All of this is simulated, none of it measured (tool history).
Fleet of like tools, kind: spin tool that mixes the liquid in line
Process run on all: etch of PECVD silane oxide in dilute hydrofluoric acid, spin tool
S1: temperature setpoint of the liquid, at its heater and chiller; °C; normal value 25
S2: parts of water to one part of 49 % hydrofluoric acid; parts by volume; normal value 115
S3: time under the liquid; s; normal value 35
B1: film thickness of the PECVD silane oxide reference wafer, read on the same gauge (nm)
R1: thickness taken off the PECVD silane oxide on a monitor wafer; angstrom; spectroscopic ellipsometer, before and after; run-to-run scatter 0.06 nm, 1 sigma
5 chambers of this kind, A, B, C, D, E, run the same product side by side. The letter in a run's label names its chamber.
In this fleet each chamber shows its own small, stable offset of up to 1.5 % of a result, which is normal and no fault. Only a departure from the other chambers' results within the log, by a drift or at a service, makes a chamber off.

run 1A hour=11.1 | S1=25 S2=115 S3=35 | B1=80.021 | R1=153.62
run 2B hour=19.7 | S1=25 S2=115 S3=35 | B1=79.995 | R1=156.4
run 3C hour=29.5 | S1=25 S2=115 S3=35 | B1=80.009 | R1=156.78
run 4D hour=40.7 | S1=25 S2=115 S3=35 | B1=80.022 | R1=154.82
run 5E hour=48.1 | S1=25 S2=115 S3=35 | B1=80.001 | R1=154.02
run 6C hour=54.8 | S1=25 S2=115 S3=35 | B1=80.007 | R1=156.19
run 7E hour=65.1 | S1=25 S2=115 S3=35 | B1=79.993 | R1=153.74
-- hour=77.1 chamber B: hydrofluoric acid flow meter replaced
run 8D hour=77.7 | S1=25 S2=115 S3=35 | B1=79.997 | R1=153.99
run 9A hour=87.7 | S1=25 S2=115 S3=35 | B1=79.997 | R1=154.17
-- hour=91.6 chamber E: hydrofluoric acid flow meter replaced
run 10B hour=99.1 | S1=25 S2=115 S3=35 | B1=79.985 | R1=156.99
run 11A hour=106 | S1=25 S2=115 S3=35 | B1=80.011 | R1=152.72
run 12B hour=117.1 | S1=25 S2=115 S3=35 | B1=80.006 | R1=155.87
run 13C hour=131.2 | S1=23.5 S2=115 S3=20 | B1=79.976 | R1=83.84
run 14E hour=140.5 | S1=23.5 S2=115 S3=20 | B1=79.972 | R1=82.783
run 15D hour=149.6 | S1=23.5 S2=115 S3=20 | B1=80.003 | R1=84.285
-- hour=155.3 chamber E: thermometer replaced
run 16B hour=157.8 | S1=23.5 S2=115 S3=20 | B1=79.997 | R1=84.527
run 17C hour=164.1 | S1=23.5 S2=115 S3=20 | B1=80.017 | R1=84.308
run 18E hour=172.9 | S1=25 S2=115 S3=35 | B1=80.02 | R1=152.64
run 19A hour=183.5 | S1=25 S2=115 S3=35 | B1=80.015 | R1=154.23
run 20D hour=197.8 | S1=25 S2=115 S3=35 | B1=80.002 | R1=158.21
run 21A hour=207.9 | S1=25 S2=115 S3=35 | B1=80 | R1=154.9
run 22C hour=220.8 | S1=25 S2=115 S3=45 | B1=79.999 | R1=201.92
run 23B hour=231.3 | S1=25 S2=115 S3=45 | B1=80.018 | R1=200.46
run 24E hour=244.9 | S1=25 S2=115 S3=45 | B1=79.987 | R1=196.95
run 25D hour=259.1 | S1=25 S2=115 S3=45 | B1=79.997 | R1=206.07
run 26A hour=268.6 | S1=25 S2=115 S3=45 | B1=79.984 | R1=197.78
run 27C hour=280.6 | S1=25 S2=115 S3=35 | B1=79.986 | R1=157.16
run 28D hour=293 | S1=25 S2=115 S3=35 | B1=80.007 | R1=161.27
run 29B hour=301.3 | S1=25 S2=115 S3=35 | B1=79.995 | R1=156.51
run 30E hour=310.8 | S1=25 S2=115 S3=35 | B1=79.976 | R1=153.06
run 31C hour=318.1 | S1=25 S2=115 S3=35 | B1=79.996 | R1=155.58
run 32E hour=332.3 | S1=25 S2=115 S3=35 | B1=79.989 | R1=154.5
run 33D hour=342.7 | S1=25 S2=115 S3=35 | B1=79.993 | R1=163.2

The same settings go to every chamber for the next run, one line per chamber below. Forecast the results for each:
run 34A hour=353 | S1=25 S2=75 S3=35 | R1=?
run 34B hour=353 | S1=25 S2=75 S3=35 | R1=?
run 34C hour=353 | S1=25 S2=75 S3=35 | R1=?
run 34D hour=353 | S1=25 S2=75 S3=35 | R1=?
run 34E hour=353 | S1=25 S2=75 S3=35 | R1=?

run=34A R1=250.86
run=34B R1=252.82
run=34C R1=254.39
run=34D R1=260.31
run=34E R1=245.82

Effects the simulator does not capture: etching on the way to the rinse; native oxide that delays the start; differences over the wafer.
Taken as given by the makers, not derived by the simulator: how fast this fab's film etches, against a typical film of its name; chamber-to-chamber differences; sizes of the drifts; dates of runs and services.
